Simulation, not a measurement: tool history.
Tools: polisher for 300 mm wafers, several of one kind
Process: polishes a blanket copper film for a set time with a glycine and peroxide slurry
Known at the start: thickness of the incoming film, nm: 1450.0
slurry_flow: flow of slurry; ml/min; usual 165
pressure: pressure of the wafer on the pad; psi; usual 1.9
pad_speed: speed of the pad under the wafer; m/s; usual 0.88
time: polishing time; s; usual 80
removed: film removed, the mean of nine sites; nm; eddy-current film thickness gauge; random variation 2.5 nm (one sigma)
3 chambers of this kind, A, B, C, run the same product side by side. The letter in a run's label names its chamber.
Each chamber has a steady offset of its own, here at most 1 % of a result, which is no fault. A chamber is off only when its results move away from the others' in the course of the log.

run   hour  slurry_flow  pressure  pad_speed  time  removed
 1B    4.4          165       1.9       0.88    80    323.1
 2A   12.8          165       1.9       0.88    80   323.26
      13.4  -- chamber A: head pressure recalibrated
 3C   19.1          165       1.9       0.88    80   325.09
      23.6  -- chamber B: worn pad replaced by a new one
 4A   25.9          165       1.9       0.88    80   325.65
 5B   31.2          165       1.9       0.88    80   324.91
 6C   38.8          165       1.9       0.88    80    321.3
 7C   44.8          165       1.9       0.88    80   316.96
      47.6  -- chamber A: worn pad replaced by a new one
      49.5  -- chamber C: worn pad replaced by a new one
 8A   49.8          165       1.9       0.88    80   326.56
 9B   56.6          165       2.6       0.88    80    413.9
10A   60.8          165       2.6       0.88    80   412.01
11B   65.7          165       2.6       0.88    80   410.67
12C   70.3          165       1.9       0.88    80   315.25
13A   78.5          165       1.9       0.88    80   322.35
14C   82.5          165       1.9       0.88    80   320.31
      89.6  -- chamber B: worn pad replaced by a new one
15B   90.5          165       1.9       0.88    80   320.35
16B     95          165       1.9       0.88    80    321.9
17C  100.5          205       1.5       0.88    80   276.99
18A  108.2          205       1.5       0.88    80   283.56
19C  115.5          205       1.5       0.88    80   274.92
20B  120.3          165       1.9        0.6    80   248.78
21A  126.9          165       1.9        0.6    80   245.61
22C  131.7          165       1.9        0.6    80   236.53
     134.6  -- chamber C: worn pad replaced by a new one
23B  139.1          165       1.9       0.88    80   322.01
24A  145.9          165       1.9       0.88    80    329.4
25A    153          165       1.9       0.88    80   322.94
26C  158.7          165       1.9       0.88    80   310.21
27B  163.2          165       1.4       0.88    80   259.64
     166.3  -- chamber B: worn pad replaced by a new one
28B  170.6          165       1.4       0.88    80   258.04
     170.8  -- chamber A: worn pad replaced by a new one
29A  175.1          165       1.4       0.88    80   264.34
30C  182.8          165       2.1       0.88    67   272.26
31C  191.7          165       2.1       0.88    67   271.32
32B  196.8          165       2.1       0.88    67   292.93
33A  202.4          165       1.9       0.88    80   327.45
34A  206.5          165       1.9       0.88    80    325.7
35B    213          165       1.9       0.88    80   324.18
36C  216.9          165       1.9       0.88    80   297.11
     218.1  -- chamber C: worn pad replaced by a new one
37A  225.6          165       1.9       0.88    80   323.84
38B  232.9          165       1.9       0.88    80   321.49
39C  240.3          165       1.9       0.88    80   296.93
40C  249.1          165       1.9       0.88    80   293.39

Is one chamber off against the others, does the gauge drift, or is nothing wrong? If a chamber is off, say which, and what the likeliest cause is.

Chamber C drifts away from the others.
Cause: slurry flow missing at the pad, % = 40.9.
The log may not tell that from: head's pressure below its setpoint, %.

Here are 4 candidates for chamber C's next run, each the usual settings with a change, their results left as question marks. Which one brings its results back in line with what the others give on the usual settings?
In line means no further than this from the other chambers' mean on the usual settings: removed 8.9 nm
41C-1  255.6          165       1.8       0.86    76        ?
41C-2  255.6          170       2.1       0.88    92        ?
41C-3  255.6          165       1.7       0.82    72        ?
41C-4  255.6          170       1.9       0.88    88        ?

The other chambers' mean on the usual settings: removed 324.51 nm
  run  removed
41C-1   261.33
41C-2   363.23
41C-3   229.69
41C-4   322.51
41C-4 brings the chamber back in line.

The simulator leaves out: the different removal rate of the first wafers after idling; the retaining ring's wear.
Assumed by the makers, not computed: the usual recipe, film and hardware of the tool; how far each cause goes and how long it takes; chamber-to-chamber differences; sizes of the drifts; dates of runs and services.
